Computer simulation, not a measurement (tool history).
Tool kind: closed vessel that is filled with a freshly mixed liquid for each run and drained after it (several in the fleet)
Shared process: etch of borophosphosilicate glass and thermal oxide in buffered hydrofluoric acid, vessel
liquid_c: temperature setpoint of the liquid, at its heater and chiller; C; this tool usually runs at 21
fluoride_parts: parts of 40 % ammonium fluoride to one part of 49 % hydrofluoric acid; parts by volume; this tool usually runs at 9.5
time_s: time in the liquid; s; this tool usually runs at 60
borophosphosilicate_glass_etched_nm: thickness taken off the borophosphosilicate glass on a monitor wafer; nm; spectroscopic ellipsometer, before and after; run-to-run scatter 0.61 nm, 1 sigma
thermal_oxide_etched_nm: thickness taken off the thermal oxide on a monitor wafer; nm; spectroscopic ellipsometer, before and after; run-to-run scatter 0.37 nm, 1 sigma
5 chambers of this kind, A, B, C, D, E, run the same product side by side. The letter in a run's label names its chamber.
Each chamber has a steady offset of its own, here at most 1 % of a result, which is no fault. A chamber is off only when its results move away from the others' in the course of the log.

run   hour  liquid_c  fluoride_parts  time_s  read-back film thickness of the borophosphosilicate glass reference wafer, read on the same gauge (nm)  read-back film thickness of the thermal oxide reference wafer, read on the same gauge (nm)  borophosphosilicate_glass_etched_nm  thermal_oxide_etched_nm
 1E   10.9        21             9.5      60                                                                                                  99.996                                                                                      110.06                               97.144                   59.435
      18.9  -- chamber E: thermometer replaced
 2B   22.5        21             9.5      60                                                                                                     100                                                                                         110                               96.297                   58.407
 3C   31.2        21             9.5      60                                                                                                  100.02                                                                                      109.98                                96.59                   58.062
 4D   38.3        21             9.5      60                                                                                                  100.01                                                                                      109.98                               98.267                   58.399
 5A     47        21             9.5      60                                                                                                     100                                                                                      110.01                               96.209                   57.915
 6A   55.7        21             9.5      60                                                                                                     100                                                                                         110                                96.46                   58.148
 7B   63.6        21             9.5      60                                                                                                  99.991                                                                                      109.98                               96.801                   58.633
 8E   71.1        21             9.5      60                                                                                                     100                                                                                      110.04                               96.329                    58.66
 9D   78.1        21               6      80                                                                                                  99.998                                                                                      109.96                               200.32                   121.52
10C   83.5        21               6      80                                                                                                  100.01                                                                                      110.01                                200.1                   120.18
11A   94.1        21               6      80                                                                                                  99.991                                                                                      109.97                               201.94                   120.71
12D  100.8        21               6      80                                                                                                  99.986                                                                                      110.04                               202.02                   120.55
13B  108.6        21               6      80                                                                                                  100.01                                                                                      109.96                               201.36                   122.02
14E    114        21             9.5      60                                                                                                     100                                                                                         110                               96.984                   59.497
15C  123.4        21             9.5      60                                                                                                     100                                                                                      109.98                               96.453                   58.306
16B  133.2        21             9.5      60                                                                                                  99.998                                                                                      109.99                                96.94                   58.865
17E  143.4        21             9.5      60                                                                                                  99.992                                                                                      109.99                               95.535                   60.072
18C  152.6        21             9.5      60                                                                                                     100                                                                                      109.99                               95.509                   58.259
19D    162        21             9.5      60                                                                                                  100.01                                                                                      110.06                               97.015                    59.13
20A    169        21             9.5      60                                                                                                     100                                                                                      110.04                               96.985                   59.168
21A  176.3        21             9.5      95                                                                                                     100                                                                                      110.02                               152.51                   92.245
22E  184.3        21             9.5      95                                                                                                  100.02                                                                                      110.02                               153.38                   93.488
23B  190.9        21             9.5      95                                                                                                     100                                                                                         110                               152.98                   93.488
24D  199.8        21             9.5      95                                                                                                  100.01                                                                                      110.02                               153.26                    93.81
25C  211.1        21             9.5      95                                                                                                  99.999                                                                                      109.98                               152.42                   91.628
26A  221.9        21             9.5      60                                                                                                  100.01                                                                                      110.04                               96.079                   57.975
27E    231        21             9.5      60                                                                                                  99.993                                                                                      109.96                               96.505                   59.486
28C  241.5        21             9.5      60                                                                                                     100                                                                                      109.98                               96.808                   58.731
29D  249.4        21             9.5      60                                                                                                  99.991                                                                                         110                                96.66                   59.029
30B  257.2        21             9.5      60                                                                                                     100                                                                                      110.03                               96.228                   58.461
31D  265.9        21             9.5      60                                                                                                     100                                                                                      109.99                               97.467                   59.238
32E  272.9        21             9.5      60                                                                                                  100.01                                                                                      109.98                               96.072                   59.822
33B    279        21             9.5      60                                                                                                  99.983                                                                                      109.98                               97.468                   58.469
34A  288.6        21             9.5      60                                                                                                  100.01                                                                                      110.01                               95.507                   57.794

All chambers now run identical settings, listed one chamber a line with results as question marks. What results will each chamber show?
35A  297.2        21             9.5      60                                                                                                                                                                                                                                        ?                        ?
35B  297.2        21             9.5      60                                                                                                                                                                                                                                        ?                        ?
35C  297.2        21             9.5      60                                                                                                                                                                                                                                        ?                        ?
35D  297.2        21             9.5      60                                                                                                                                                                                                                                        ?                        ?
35E  297.2        21             9.5      60                                                                                                                                                                                                                                        ?                        ?

run  borophosphosilicate_glass_etched_nm  thermal_oxide_etched_nm
35A                               96.986                   58.356
35B                               96.359                   58.549
35C                               96.287                   58.323
35D                               96.708                   58.845
35E                               96.572                   59.464
